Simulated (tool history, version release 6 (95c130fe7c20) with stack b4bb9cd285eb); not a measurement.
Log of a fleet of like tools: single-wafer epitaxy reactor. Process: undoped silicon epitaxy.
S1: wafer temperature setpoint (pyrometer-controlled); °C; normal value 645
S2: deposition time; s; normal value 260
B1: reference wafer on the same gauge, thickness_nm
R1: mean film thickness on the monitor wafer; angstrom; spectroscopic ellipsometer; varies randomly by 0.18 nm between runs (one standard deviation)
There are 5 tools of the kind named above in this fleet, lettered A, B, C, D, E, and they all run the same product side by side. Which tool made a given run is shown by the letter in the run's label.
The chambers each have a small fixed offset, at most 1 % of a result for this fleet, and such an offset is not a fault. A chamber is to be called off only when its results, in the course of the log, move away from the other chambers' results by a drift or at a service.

run	hour	S1	S2	B1	R1
1B	4.0	645	260	36.511	393.68
2D	6.5	645	260	36.512	390.47
3E	9.9	645	260	36.502	389.54
4C	13.4	645	260	36.517	388.41
5A	17.0	645	260	36.510	388.61
6B	21.2	645	260	36.493	393.54
7D	23.6	645	260	36.517	391.20
8A	27.1	645	260	36.496	388.82
9E	30.6	645	287	36.489	432.19
10C	33.1	645	287	36.493	429.54
11A	35.6	645	287	36.485	430.94
12D	37.7	645	287	36.515	434.52
13E	39.9	645	287	36.493	432.17
14C	42.5	645	260	36.492	387.15
15B	44.8	645	260	36.537	393.69
16D	49.0	645	260	36.530	395.33
17A	51.2	645	260	36.486	388.66
18C	55.2	645	260	36.496	389.61
19E	57.5	645	260	36.489	388.50
20B	60.8	632	220	36.504	247.23
21C	65.2	632	220	36.524	245.67
22A	68.8	632	220	36.506	245.91
23D	71.1	632	220	36.523	248.93
24B	74.6	632	220	36.494	246.46
25E	76.9	645	260	36.476	387.71
26D	80.0	645	260	36.464	393.22
27A	84.1	645	260	36.499	388.33
28B	87.3	645	260	36.491	392.08
29C	91.2	645	260	36.476	386.25
30E	94.6	656	260	36.485	496.09

The same settings go to every chamber for the next run, one line per chamber below. Forecast the results for each:
31A	98.0	645	260		?
31B	98.0	645	260		?
31C	98.0	645	260		?
31D	98.0	645	260		?
31E	98.0	645	260		?

run	R1
31A	387.70
31B	394.95
31C	388.44
31D	392.73
31E	385.31

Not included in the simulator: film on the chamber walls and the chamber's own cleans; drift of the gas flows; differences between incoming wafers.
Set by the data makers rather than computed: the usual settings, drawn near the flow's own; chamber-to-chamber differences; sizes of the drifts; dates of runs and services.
